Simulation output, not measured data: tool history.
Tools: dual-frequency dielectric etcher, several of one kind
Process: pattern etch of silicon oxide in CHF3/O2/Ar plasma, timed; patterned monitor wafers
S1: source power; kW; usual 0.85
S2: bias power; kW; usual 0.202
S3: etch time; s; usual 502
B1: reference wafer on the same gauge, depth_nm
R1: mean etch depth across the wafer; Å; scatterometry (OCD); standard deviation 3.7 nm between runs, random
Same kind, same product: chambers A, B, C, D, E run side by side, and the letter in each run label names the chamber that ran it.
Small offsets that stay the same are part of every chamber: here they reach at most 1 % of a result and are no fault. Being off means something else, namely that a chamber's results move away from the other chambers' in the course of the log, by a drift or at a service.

{"run": "1E", "hour": 5.5, "S1": 0.85, "S2": 0.202, "S3": 502, "B1": 1220.2, "R1": 11749}
{"run": "2D", "hour": 14.3, "S1": 0.85, "S2": 0.202, "S3": 502, "B1": 1219.2, "R1": 11704}
{"run": "3C", "hour": 20.0, "S1": 0.85, "S2": 0.202, "S3": 502, "B1": 1220.1, "R1": 11842}
{"run": "4A", "hour": 28.0, "S1": 0.85, "S2": 0.202, "S3": 502, "B1": 1220.6, "R1": 11669}
{"run": "5B", "hour": 37.4, "S1": 0.85, "S2": 0.202, "S3": 398, "B1": 1219.9, "R1": 9431.1}
{"run": "6E", "hour": 43.7, "S1": 0.85, "S2": 0.202, "S3": 398, "B1": 1219.6, "R1": 9372.6}
{"run": "7A", "hour": 49.1, "S1": 0.85, "S2": 0.202, "S3": 398, "B1": 1219.3, "R1": 9318.4}
{"run": "8B", "hour": 54.5, "S1": 0.85, "S2": 0.202, "S3": 398, "B1": 1220.4, "R1": 9427}
{"run": "9D", "hour": 59.2, "S1": 0.85, "S2": 0.202, "S3": 398, "B1": 1220.1, "R1": 9291.5}
{"run": "10C", "hour": 64.1, "S1": 0.85, "S2": 0.202, "S3": 502, "B1": 1220.5, "R1": 11844}
{"run": "11C", "hour": 71.8, "S1": 0.85, "S2": 0.202, "S3": 502, "B1": 1219.6, "R1": 11799}
{"run": "12D", "hour": 77.3, "S1": 0.85, "S2": 0.202, "S3": 502, "B1": 1219.9, "R1": 11810}
{"run": "13E", "hour": 84.9, "S1": 0.95, "S2": 0.202, "S3": 502, "B1": 1220.3, "R1": 12262}
{"run": "14B", "hour": 91.3, "S1": 0.95, "S2": 0.202, "S3": 502, "B1": 1221, "R1": 12526}
{"run": "15A", "hour": 100.0, "S1": 0.95, "S2": 0.202, "S3": 502, "B1": 1220.3, "R1": 12154}
{"run": "16C", "hour": 105.7, "S1": 0.95, "S2": 0.202, "S3": 502, "B1": 1220.8, "R1": 12334}
{"run": "17A", "hour": 111.7, "S1": 0.95, "S2": 0.202, "S3": 502, "B1": 1221.4, "R1": 12241}
{"run": "18B", "hour": 119.0, "S1": 0.67, "S2": 0.202, "S3": 606, "B1": 1219.5, "R1": 13298}
{"run": "19D", "hour": 127.9, "S1": 0.67, "S2": 0.202, "S3": 606, "B1": 1220.6, "R1": 12963}
{"run": "20E", "hour": 136.7, "S1": 0.67, "S2": 0.202, "S3": 606, "B1": 1219.6, "R1": 12915}
{"run": "21D", "hour": 141.1, "S1": 0.67, "S2": 0.202, "S3": 606, "B1": 1219.8, "R1": 12943}
{"run": "22E", "hour": 148.9, "S1": 0.67, "S2": 0.202, "S3": 606, "B1": 1220.2, "R1": 12987}
{"run": "23B", "hour": 153.6, "S1": 0.85, "S2": 0.202, "S3": 502, "B1": 1219.9, "R1": 12119}
{"run": "24C", "hour": 162.3, "S1": 0.85, "S2": 0.249, "S3": 443, "B1": 1219.8, "R1": 11193}
{"run": "25A", "hour": 168.7, "S1": 0.85, "S2": 0.249, "S3": 443, "B1": 1221.1, "R1": 11034}
{"run": "26C", "hour": 176.2, "S1": 0.85, "S2": 0.249, "S3": 443, "B1": 1220, "R1": 11253}
{"run": "27E", "hour": 183.2, "S1": 0.85, "S2": 0.249, "S3": 443, "B1": 1218.9, "R1": 11082}
{"run": "28B", "hour": 188.7, "S1": 0.85, "S2": 0.249, "S3": 443, "B1": 1220.5, "R1": 11577}
{"run": "29D", "hour": 197.6, "S1": 0.85, "S2": 0.232, "S3": 427, "B1": 1220.8, "R1": 10463}
{"run": "30A", "hour": 203.5, "S1": 0.85, "S2": 0.232, "S3": 427, "B1": 1219.6, "R1": 10385}

Which is it: a chamber that has drifted or been left off by a service, a gauge drift common to all chambers, or only each chamber's usual small offset? If a chamber is off, name it and its likeliest cause.

Chamber B drifts away from the others.
Likeliest cause: etch rate over this chamber's usual, % = 3.62.

Which of the 4 candidates below, each the usual settings with something changed and its results left as question marks, puts chamber B back in line with what the other chambers give on the usual settings?
In line means no further than this from the other chambers' mean on the usual settings: R1 130 Å
{"run": "31B-1", "hour": 210.3, "S1": 0.9, "S2": 0.214, "S3": 502, "R1": "?"}
{"run": "31B-2", "hour": 210.3, "S1": 0.87, "S2": 0.206, "S3": 540, "R1": "?"}
{"run": "31B-3", "hour": 210.3, "S1": 0.83, "S2": 0.199, "S3": 466.5, "R1": "?"}
{"run": "31B-4", "hour": 210.3, "S1": 0.84, "S2": 0.2, "S3": 483, "R1": "?"}

The other chambers' mean on the usual settings: R1 11751 Å
run=31B-1 R1=12787
run=31B-2 R1=13405
run=31B-3 R1=11243
run=31B-4 R1=11714
The answer is 31B-4, which returns the chamber to within the allowed miss of the others.
